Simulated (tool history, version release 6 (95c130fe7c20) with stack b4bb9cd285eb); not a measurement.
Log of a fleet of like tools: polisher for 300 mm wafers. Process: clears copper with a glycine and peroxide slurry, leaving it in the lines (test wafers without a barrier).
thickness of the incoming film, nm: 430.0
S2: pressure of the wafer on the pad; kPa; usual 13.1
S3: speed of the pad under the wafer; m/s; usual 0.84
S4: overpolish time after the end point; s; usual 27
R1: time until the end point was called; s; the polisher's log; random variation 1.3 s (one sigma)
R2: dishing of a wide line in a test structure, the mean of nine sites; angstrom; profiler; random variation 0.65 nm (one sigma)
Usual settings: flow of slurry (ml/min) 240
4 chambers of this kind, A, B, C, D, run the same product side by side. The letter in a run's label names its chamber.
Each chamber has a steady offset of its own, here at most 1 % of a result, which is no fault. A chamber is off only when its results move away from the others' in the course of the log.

{"hour": 7.2, "done": "chamber A: slurry nozzle cleaned"}
{"run": "1C", "hour": 9.4, "flow of slurry (ml/min)": 240, "S2": 13.1, "S3": 0.84, "S4": 27, "R1": 138.7, "R2": 543.3}
{"run": "2B", "hour": 17.2, "flow of slurry (ml/min)": 240, "S2": 13.1, "S3": 0.84, "S4": 27, "R1": 141.04, "R2": 548.27}
{"run": "3D", "hour": 24.3, "flow of slurry (ml/min)": 240, "S2": 13.1, "S3": 0.84, "S4": 27, "R1": 138.82, "R2": 537.33}
{"hour": 24.8, "done": "chamber A: worn pad replaced by a new one"}
{"run": "4A", "hour": 29.8, "flow of slurry (ml/min)": 240, "S2": 13.1, "S3": 0.84, "S4": 27, "R1": 138.24, "R2": 558.1}
{"run": "5C", "hour": 40.6, "flow of slurry (ml/min)": 240, "S2": 13.1, "S3": 0.84, "S4": 27, "R1": 138.37, "R2": 560.52}
{"hour": 43.5, "done": "chamber D: worn pad replaced by a new one"}
{"run": "6B", "hour": 48.1, "flow of slurry (ml/min)": 240, "S2": 13.1, "S3": 0.84, "S4": 27, "R1": 140.35, "R2": 553.55}
{"hour": 57.1, "done": "chamber C: slurry nozzle cleaned"}
{"run": "7A", "hour": 58.3, "flow of slurry (ml/min)": 240, "S2": 13.1, "S3": 0.84, "S4": 27, "R1": 141.52, "R2": 554.93}
{"run": "8D", "hour": 67.3, "flow of slurry (ml/min)": 240, "S2": 13.1, "S3": 0.84, "S4": 27, "R1": 141.66, "R2": 560.07}
{"run": "9B", "hour": 77.5, "flow of slurry (ml/min)": 240, "S2": 13.1, "S3": 0.84, "S4": 27, "R1": 139.94, "R2": 541.53}
{"run": "10A", "hour": 83.4, "flow of slurry (ml/min)": 240, "S2": 13.1, "S3": 0.84, "S4": 27, "R1": 140.36, "R2": 558.09}
{"run": "11C", "hour": 93.7, "flow of slurry (ml/min)": 240, "S2": 13.1, "S3": 0.84, "S4": 27, "R1": 138.45, "R2": 560.04}
{"run": "12D", "hour": 103.4, "flow of slurry (ml/min)": 240, "S2": 13.1, "S3": 0.84, "S4": 27, "R1": 141.05, "R2": 551.64}
{"run": "13B", "hour": 111.7, "flow of slurry (ml/min)": 240, "S2": 13.1, "S3": 0.84, "S4": 27, "R1": 138.21, "R2": 551.84}
{"run": "14D", "hour": 117.8, "flow of slurry (ml/min)": 240, "S2": 13.1, "S3": 0.84, "S4": 27, "R1": 141.06, "R2": 549.14}
{"run": "15A", "hour": 125.2, "flow of slurry (ml/min)": 240, "S2": 9.7, "S3": 0.84, "S4": 38, "R1": 173.33, "R2": 609.91}
{"run": "16C", "hour": 135.9, "flow of slurry (ml/min)": 240, "S2": 9.7, "S3": 0.84, "S4": 38, "R1": 177.19, "R2": 604.66}
{"hour": 140.1, "done": "chamber A: worn pad replaced by a new one"}
{"hour": 141.3, "done": "chamber B: worn pad replaced by a new one"}
{"run": "17C", "hour": 141.4, "flow of slurry (ml/min)": 240, "S2": 9.7, "S3": 0.84, "S4": 38, "R1": 179.62, "R2": 611.45}
{"hour": 148.1, "done": "chamber B: slurry nozzle cleaned"}
{"run": "18B", "hour": 148.4, "flow of slurry (ml/min)": 240, "S2": 9.7, "S3": 0.84, "S4": 38, "R1": 172.97, "R2": 615.85}
{"run": "19D", "hour": 159.3, "flow of slurry (ml/min)": 240, "S2": 13.1, "S3": 0.84, "S4": 27, "R1": 141.92, "R2": 559.86}
{"run": "20A", "hour": 168.7, "flow of slurry (ml/min)": 180, "S2": 13.1, "S3": 0.84, "S4": 27, "R1": 145.76, "R2": 522.13}
{"run": "21C", "hour": 176.9, "flow of slurry (ml/min)": 180, "S2": 13.1, "S3": 0.84, "S4": 27, "R1": 147.7, "R2": 526.98}
{"run": "22D", "hour": 183.0, "flow of slurry (ml/min)": 180, "S2": 13.1, "S3": 0.84, "S4": 27, "R1": 146.87, "R2": 536.75}
{"run": "23A", "hour": 189.8, "flow of slurry (ml/min)": 180, "S2": 13.1, "S3": 0.84, "S4": 27, "R1": 145.65, "R2": 529.1}
{"run": "24B", "hour": 195.2, "flow of slurry (ml/min)": 240, "S2": 13.1, "S3": 0.66, "S4": 27, "R1": 165.42, "R2": 488.89}
{"hour": 196.3, "done": "chamber D: worn pad replaced by a new one"}
{"run": "25C", "hour": 201.8, "flow of slurry (ml/min)": 240, "S2": 13.1, "S3": 0.66, "S4": 27, "R1": 172.19, "R2": 473.85}
{"run": "26A", "hour": 208.2, "flow of slurry (ml/min)": 240, "S2": 13.1, "S3": 0.66, "S4": 27, "R1": 168.77, "R2": 465.84}
{"run": "27B", "hour": 218.0, "flow of slurry (ml/min)": 240, "S2": 13.1, "S3": 0.66, "S4": 27, "R1": 168.94, "R2": 490.33}
{"run": "28D", "hour": 228.8, "flow of slurry (ml/min)": 240, "S2": 13.1, "S3": 0.84, "S4": 27, "R1": 139.65, "R2": 549.58}
{"run": "29B", "hour": 237.7, "flow of slurry (ml/min)": 240, "S2": 13.1, "S3": 0.84, "S4": 27, "R1": 143.11, "R2": 543.97}
{"run": "30A", "hour": 247.5, "flow of slurry (ml/min)": 240, "S2": 13.1, "S3": 0.84, "S4": 27, "R1": 139.7, "R2": 551.94}
{"run": "31C", "hour": 253.4, "flow of slurry (ml/min)": 240, "S2": 13.1, "S3": 0.84, "S4": 27, "R1": 148.61, "R2": 532.19}
{"run": "32D", "hour": 261.6, "flow of slurry (ml/min)": 240, "S2": 13.1, "S3": 0.84, "S4": 27, "R1": 138.69, "R2": 563.04}
{"hour": 266.9, "done": "chamber A: worn pad replaced by a new one"}
{"run": "33C", "hour": 271.1, "flow of slurry (ml/min)": 240, "S2": 13.1, "S3": 0.84, "S4": 27, "R1": 147.92, "R2": 527.21}
{"run": "34A", "hour": 280.3, "flow of slurry (ml/min)": 240, "S2": 13.1, "S3": 0.84, "S4": 35, "R1": 140.61, "R2": 668.2}
{"run": "35D", "hour": 289.6, "flow of slurry (ml/min)": 240, "S2": 13.1, "S3": 0.84, "S4": 35, "R1": 139.35, "R2": 684.89}
{"hour": 300.0, "done": "chamber B: worn pad replaced by a new one"}
{"run": "36B", "hour": 300.3, "flow of slurry (ml/min)": 240, "S2": 13.1, "S3": 0.84, "S4": 35, "R1": 138.52, "R2": 697.14}
{"run": "37B", "hour": 306.5, "flow of slurry (ml/min)": 240, "S2": 13.1, "S3": 0.84, "S4": 35, "R1": 140.31, "R2": 686.32}
{"run": "38D", "hour": 313.1, "flow of slurry (ml/min)": 240, "S2": 13.1, "S3": 0.84, "S4": 27, "R1": 141.73, "R2": 541.99}
{"run": "39A", "hour": 320.3, "flow of slurry (ml/min)": 240, "S2": 13.1, "S3": 0.84, "S4": 27, "R1": 142.01, "R2": 546.86}
{"run": "40C", "hour": 326.0, "flow of slurry (ml/min)": 240, "S2": 13.1, "S3": 0.84, "S4": 27, "R1": 152.74, "R2": 521.97}

All 4 chambers run these settings next. Forecast each chamber's results:
{"run": "41A", "hour": 334.2, "flow of slurry (ml/min)": 240, "S2": 13.1, "S3": 1.02, "S4": 27, "R1": "?", "R2": "?"}
{"run": "41B", "hour": 334.2, "flow of slurry (ml/min)": 240, "S2": 13.1, "S3": 1.02, "S4": 27, "R1": "?", "R2": "?"}
{"run": "41C", "hour": 334.2, "flow of slurry (ml/min)": 240, "S2": 13.1, "S3": 1.02, "S4": 27, "R1": "?", "R2": "?"}
{"run": "41D", "hour": 334.2, "flow of slurry (ml/min)": 240, "S2": 13.1, "S3": 1.02, "S4": 27, "R1": "?", "R2": "?"}

run=41A R1=120.5 R2=616.16
run=41B R1=120.76 R2=613.33
run=41C R1=128.26 R2=573.28
run=41D R1=122.24 R2=616.82

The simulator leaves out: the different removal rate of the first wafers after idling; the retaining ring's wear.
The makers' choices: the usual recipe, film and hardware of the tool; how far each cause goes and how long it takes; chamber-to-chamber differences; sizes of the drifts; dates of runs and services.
